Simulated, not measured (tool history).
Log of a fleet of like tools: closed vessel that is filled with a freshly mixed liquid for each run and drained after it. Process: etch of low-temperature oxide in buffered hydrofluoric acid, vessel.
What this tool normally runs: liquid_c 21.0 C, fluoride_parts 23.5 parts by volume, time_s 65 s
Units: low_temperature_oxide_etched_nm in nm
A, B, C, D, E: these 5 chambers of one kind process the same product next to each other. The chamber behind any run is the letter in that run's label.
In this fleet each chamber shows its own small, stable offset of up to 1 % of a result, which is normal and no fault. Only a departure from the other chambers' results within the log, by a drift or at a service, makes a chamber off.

run   hour  liquid_c  fluoride_parts  time_s  hours since the thermometer was replaced  hours since the hydrofluoric acid flow meter was replaced  read-back film thickness of the low-temperature oxide reference wafer, read on the same gauge (nm)  low_temperature_oxide_etched_nm
 1E    5.8      21.0            23.5      65                                    1499.9                                                      275.7                                                                                              59.995                           50.440
      11.1  -- chamber A: thermometer replaced
 2D   16.2      21.0            23.5      65                                    2233.4                                                      511.9                                                                                              60.007                           50.552
 3C   20.9      21.0            23.5      65                                    1460.6                                                      112.4                                                                                              60.001                           50.103
      24.3  -- chamber D: hydrofluoric acid flow meter replaced
 4B   25.9      21.0            23.5      65                                    1254.8                                                      407.5                                                                                              59.993                           50.049
 5A   33.4      21.0            23.5      65                                      22.4                                                      221.8                                                                                              59.994                           49.859
 6B   39.9      21.0            23.5      65                                    1268.8                                                      421.5                                                                                              59.995                           50.845
 7D   45.1      21.0            23.5      65                                    2262.3                                                       20.8                                                                                              59.993                           50.090
 8C   55.9      21.0            23.5      65                                    1495.6                                                      147.4                                                                                              59.990                           49.881
 9E   63.9      21.0            15.5      40                                    1558.0                                                      333.8                                                                                              60.010                           45.131
10A   70.9      21.0            15.5      40                                      59.9                                                      259.3                                                                                              60.007                           43.603
11D   76.6      21.0            15.5      40                                    2293.8                                                       52.3                                                                                              60.011                           44.157
12E   87.3      21.0            15.5      40                                    1581.4                                                      357.2                                                                                              59.990                           44.724
13A   93.6      21.0            15.5      40                                      82.6                                                      282.0                                                                                              59.992                           43.925
14B  100.2      21.0            23.5      65                                    1329.1                                                      481.8                                                                                              60.001                           50.579
15C  105.1      21.0            23.5      65                                    1544.8                                                      196.6                                                                                              59.998                           50.538
16B  112.9      21.0            23.5      65                                    1341.8                                                      494.5                                                                                              59.990                           50.968
17A  121.7      21.0            23.5      65                                     110.7                                                      310.1                                                                                              59.975                           50.102
18D  126.3      21.0            23.5      65                                    2343.5                                                      102.0                                                                                              59.989                           50.865
19C  134.0      21.0            23.5      65                                    1573.7                                                      225.5                                                                                              59.990                           50.050
20E  140.9      21.0            23.5      65                                    1635.0                                                      410.8                                                                                              60.004                           50.281
21E  148.2      18.5            23.5      65                                    1642.3                                                      418.1                                                                                              59.993                           43.750
     154.6  -- chamber C: thermometer replaced
22C  155.6      18.5            23.5      65                                       1.1                                                      247.1                                                                                              59.995                           43.348
23A  164.2      18.5            23.5      65                                     153.2                                                      352.6                                                                                              59.989                           43.820
24D  174.2      18.5            23.5      65                                    2391.4                                                      149.9                                                                                              60.021                           43.750
25B  182.9      18.5            23.5      65                                    1411.8                                                      564.5                                                                                              60.013                           45.065
26B  187.8      21.0            23.5      65                                    1416.7                                                      569.4                                                                                              59.984                           52.363
27C  193.7      21.0            23.5      65                                      39.2                                                      285.2                                                                                              59.993                           49.656
28A  204.1      21.0            23.5      65                                     193.1                                                      392.5                                                                                              59.998                           50.202
29D  210.8      21.0            23.5      65                                    2428.0                                                      186.5                                                                                              60.014                           50.071
30E  221.3      21.0            23.5      65                                    1715.4                                                      491.2                                                                                              59.993                           50.107
31B  226.4      21.0            23.5      65                                    1455.3                                                      608.0                                                                                              60.005                           52.722
32D  235.8      21.0            23.5      65                                    2453.0                                                      211.5                                                                                              60.012                           50.523
33C  240.7      21.0            23.5      65                                      86.2                                                      332.2                                                                                              60.014                           50.218
     245.2  -- chamber E: thermometer replaced
34E  248.7      21.0            23.5      80                                       3.5                                                      518.6                                                                                              60.028                           61.967
35A  254.8      21.0            23.5      80                                     243.8                                                      443.2                                                                                              59.990                           61.923
36C  262.9      21.0            23.5      80                                     108.4                                                      354.4                                                                                              59.985                           61.769
37E  273.0      21.0            23.5      80                                      27.8                                                      542.9                                                                                              59.991                           62.058
38B  279.7      21.0            23.5      80                                    1508.6                                                      661.3                                                                                              60.016                           66.163
39D  288.2      21.0            23.5      65                                    2505.4                                                      263.9                                                                                              59.993                           49.975
40A  296.2      21.0            23.5      65                                     285.2                                                      484.6                                                                                              60.011                           50.561
41A  301.6      21.0            23.5      65                                     290.6                                                      490.0                                                                                              60.023                           50.116
42E  311.8      19.5            23.5      65                                      66.6                                                      581.7                                                                                              59.995                           46.230

Is one chamber out of step, is the gauge drifting, or do the chambers differ by no more than their own small offsets? For an off chamber, give its letter and the likeliest cause.

It is chamber B that slowly wanders off from its peers.
Most likely cause: liquid hotter than its thermometer reads (K) = 1.38.
The log may not separate it from: hydrofluoric acid flow above the setpoint (%).

Chamber B could run next with any of the 4 candidate recipes listed below; each alters the usual settings, and their results appear as question marks. Which one brings its results back in line with what the other chambers deliver on the usual settings?
To be in line, a result may differ from the other chambers' mean on the usual settings by at most: low_temperature_oxide_etched_nm 1.200 nm
43B-1  319.6      21.0            26.0      65                                                                                                                                                                                                                                         ?
43B-2  319.6      21.0            23.5      70                                                                                                                                                                                                                                         ?
43B-3  319.6      20.5            24.0      60                                                                                                                                                                                                                                         ?
43B-4  319.6      21.0            20.0      65                                                                                                                                                                                                                                         ?

The mean the other chambers reach with the usual settings: low_temperature_oxide_etched_nm 50.089 nm
  run  low_temperature_oxide_etched_nm
43B-1                           50.022
43B-2                           57.786
43B-3                           47.503
43B-4                           60.130
The answer is 43B-1, which returns the chamber to within the allowed miss of the others.

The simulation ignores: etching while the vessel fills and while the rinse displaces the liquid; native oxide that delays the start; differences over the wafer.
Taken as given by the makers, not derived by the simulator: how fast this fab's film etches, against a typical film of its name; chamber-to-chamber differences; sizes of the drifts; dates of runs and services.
